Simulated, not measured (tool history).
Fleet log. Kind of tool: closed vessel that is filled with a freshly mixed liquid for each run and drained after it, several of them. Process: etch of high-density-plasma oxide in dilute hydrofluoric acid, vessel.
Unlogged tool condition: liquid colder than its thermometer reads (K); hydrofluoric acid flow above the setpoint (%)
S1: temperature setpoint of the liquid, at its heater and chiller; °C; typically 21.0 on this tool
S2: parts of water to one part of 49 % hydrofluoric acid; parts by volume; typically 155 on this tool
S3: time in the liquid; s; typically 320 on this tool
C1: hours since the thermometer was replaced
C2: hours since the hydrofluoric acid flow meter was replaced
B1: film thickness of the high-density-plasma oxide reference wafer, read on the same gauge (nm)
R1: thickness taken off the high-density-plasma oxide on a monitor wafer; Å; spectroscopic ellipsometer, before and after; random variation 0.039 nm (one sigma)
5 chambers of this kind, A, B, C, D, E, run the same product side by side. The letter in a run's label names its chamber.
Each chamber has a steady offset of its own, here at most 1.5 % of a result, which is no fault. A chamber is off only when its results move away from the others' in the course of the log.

run	day	S1	S2	S3	C1	C2	B1	R1
# day 0.292: chamber E: thermometer replaced
1A	0.525	21.0	155	320	435.3	278.7	80.008	109.510
2C	0.858	21.0	155	320	453.6	31.6	79.939	110.240
3D	1.258	21.0	155	320	335.8	2014.6	80.009	111.810
4B	1.654	21.0	155	320	872.4	1160.1	79.976	110.480
5E	2.012	21.0	155	320	41.4	476.3	79.987	111.390
6A	2.600	21.0	155	320	485.1	328.5	79.991	109.820
7E	2.962	21.0	215	320	64.2	499.1	80.075	75.274
8C	3.462	21.0	215	320	516.1	94.1	80.026	75.496
9B	3.938	21.0	215	320	927.2	1214.9	79.975	74.535
10D	4.296	21.0	215	320	408.7	2087.5	79.974	75.337
11D	4.558	21.0	215	320	415.0	2093.8	79.984	75.217
12E	5.158	21.0	155	320	116.9	551.8	79.962	110.560
13B	5.771	21.0	155	320	971.2	1258.9	80.036	109.550
14A	6.333	21.0	155	320	574.7	418.1	80.015	108.180
15C	6.679	21.0	155	320	593.3	171.3	80.015	110.540
16C	7.258	21.0	155	320	607.2	185.2	80.013	111.460
17D	7.688	22.5	155	505	490.1	2168.9	80.001	186.300
18A	8.154	22.5	155	505	618.4	461.8	79.976	181.090
19B	8.662	22.5	155	505	1040.6	1328.3	79.949	185.360
# day 8.954: chamber D: hydrofluoric acid flow meter replaced
20E	9.071	22.5	155	505	210.8	645.7	79.998	185.550
21E	9.421	22.5	155	505	219.2	654.1	79.957	184.800
22C	9.688	21.0	155	320	665.5	243.5	80.015	111.780
23A	10.012	21.0	155	320	663.0	506.4	79.999	107.540
24D	10.479	21.0	155	320	557.1	36.7	79.995	111.410
25B	11.079	21.0	155	320	1098.6	1386.3	79.964	110.000
26D	11.496	21.0	155	320	581.5	61.1	80.008	110.840
# day 11.712: chamber C: thermometer replaced
27E	12.079	21.0	155	320	283.0	717.9	80.021	110.540
28C	12.471	21.0	155	320	18.3	310.3	80.030	110.890
# day 12.983: chamber B: thermometer replaced
29A	13.058	21.0	155	320	736.1	579.5	79.977	106.100
30B	13.379	21.0	225	255	9.5	1441.5	80.008	56.390
31A	13.854	21.0	225	255	755.2	598.6	80.011	54.007

All chambers now run identical settings, listed one chamber a line with results as question marks. What results will each chamber show?
32A	14.292	21.0	90	320				?
32B	14.292	21.0	90	320				?
32C	14.292	21.0	90	320				?
32D	14.292	21.0	90	320				?
32E	14.292	21.0	90	320				?

run	R1
32A	196.420
32B	208.480
32C	205.250
32D	206.070
32E	203.940
